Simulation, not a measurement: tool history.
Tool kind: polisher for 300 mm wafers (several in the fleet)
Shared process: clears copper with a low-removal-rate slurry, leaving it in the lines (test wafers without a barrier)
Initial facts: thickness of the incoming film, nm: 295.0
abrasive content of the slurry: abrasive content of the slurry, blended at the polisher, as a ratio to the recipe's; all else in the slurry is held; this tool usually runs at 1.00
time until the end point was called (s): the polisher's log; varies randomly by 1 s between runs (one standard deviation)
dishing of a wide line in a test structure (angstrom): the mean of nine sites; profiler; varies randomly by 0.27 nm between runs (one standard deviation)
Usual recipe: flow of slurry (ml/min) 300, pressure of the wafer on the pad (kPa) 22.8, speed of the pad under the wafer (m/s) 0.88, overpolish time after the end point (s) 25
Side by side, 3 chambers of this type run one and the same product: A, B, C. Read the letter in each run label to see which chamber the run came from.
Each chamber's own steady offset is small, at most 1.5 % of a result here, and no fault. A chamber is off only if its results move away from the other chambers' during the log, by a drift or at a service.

run	hour	flow of slurry (ml/min)	pressure of the wafer on the pad (kPa)	speed of the pad under the wafer (m/s)	abrasive content of the slurry	overpolish time after the end point (s)	wafers polished on this pad	hours since the slurry nozzle was cleaned	hours since the head pressure was calibrated	hours since the slurry blender was calibrated	time until the end point was called (s)	dishing of a wide line in a test structure (angstrom)
1C	3.4	300	22.8	0.88	1.00	25	209	271.3	1138.5	81.1	105.870	150.12
2A	6.8	300	22.8	0.88	1.00	25	336	25.9	74.6	228.9	103.720	158.73
3B	9.0	300	22.8	0.88	1.00	25	260	174.8	92.5	267.8	105.790	152.48
4B	12.8	300	22.8	0.88	1.00	25	283	178.6	96.3	271.6	107.510	151.96
5C	16.4	300	16.5	0.88	1.00	25	289	284.3	1151.5	94.1	144.650	147.77
6A	19.4	300	16.5	0.88	1.00	25	413	38.5	87.2	241.5	145.670	145.17
7B	22.6	300	16.5	0.88	1.00	25	344	188.4	106.1	281.4	146.970	140.47
8A	26.3	300	22.8	0.88	1.00	25	456	45.4	94.1	248.4	106.640	154.01
9C	28.5	300	29.6	0.88	0.85	25	364	296.4	1163.6	106.2	84.893	158.06
10A	30.8	300	29.6	0.88	0.85	25	484	49.9	98.6	252.9	85.497	158.69
11B	34.7	300	29.6	0.88	0.85	25	418	200.5	118.2	293.5	84.356	154.06
12C	37.6	300	18.6	0.88	0.90	25	420	305.5	1172.7	115.3	131.300	147.42
13B	42.5	300	18.6	0.88	0.90	25	466	208.3	126.0	301.3	133.730	150.49
14C	44.7	300	18.6	0.88	0.90	25	464	312.6	1179.8	122.4	133.590	146.19
# hour 46.6: chamber C: head pressure recalibrated
15A	48.2	300	22.8	0.88	1.00	25	591	67.3	116.0	270.3	107.220	152.61
16C	50.6	300	22.8	0.88	1.00	25	500	318.5	4.1	128.3	101.200	149.09
17B	54.9	300	22.8	0.88	1.00	25	543	220.7	138.4	313.7	107.080	151.41
# hour 56.1: chamber C: worn pad replaced by a new one
18A	57.2	300	22.8	0.88	1.00	25	646	76.3	125.0	279.3	107.400	158.01
19A	59.8	300	22.8	0.88	1.00	25	662	78.9	127.6	281.9	104.990	154.26
20C	64.7	300	22.8	0.88	1.00	25	52	332.6	18.2	142.4	99.064	149.45
21B	67.0	300	22.8	0.88	1.00	25	617	232.8	150.5	325.8	106.610	149.19
22A	70.4	300	22.8	0.88	1.00	25	728	89.5	138.2	292.5	107.280	149.79
23C	73.9	250	15.2	0.88	1.00	25	109	341.8	27.4	151.6	151.410	143.60
24B	78.6	250	15.2	0.88	1.00	25	689	244.4	162.1	337.4	159.920	142.74
25C	82.8	250	15.2	0.88	1.00	25	164	350.7	36.3	160.5	151.610	147.38

Does one chamber stand apart from the rest, does the shared gauge drift, or is all well apart from small per-chamber offsets? Give the chamber and the most likely cause, where there is one.

After it was serviced, chamber C no longer matches the other chambers.
What lies behind it: head's pressure above its setpoint, % = 6.75.

Which of the 4 candidates below, each the usual settings with something changed and its results left as question marks, puts chamber C back in line with what the other chambers give on the usual settings?
In-line tolerance around the mean of the other chambers on the usual settings: time until the end point was called (s) 3.600; dishing of a wide line in a test structure (angstrom) 9.40
26C-1	86.4	300	24.1	0.94	1.00	25					?	?
26C-2	86.4	300	22.1	0.86	1.00	25					?	?
26C-3	86.4	300	23.4	0.90	1.00	25					?	?
26C-4	86.4	300	21.4	0.82	1.00	25					?	?

Other chambers, usual settings, mean: time until the end point was called (s) 105.930; dishing of a wide line in a test structure (angstrom) 152.92
run	time until the end point was called (s)	dishing of a wide line in a test structure (angstrom)
26C-1	88.080	157.20
26C-2	105.190	154.70
26C-3	94.654	156.35
26C-4	113.810	153.23
26C-2 brings the chamber back in line.
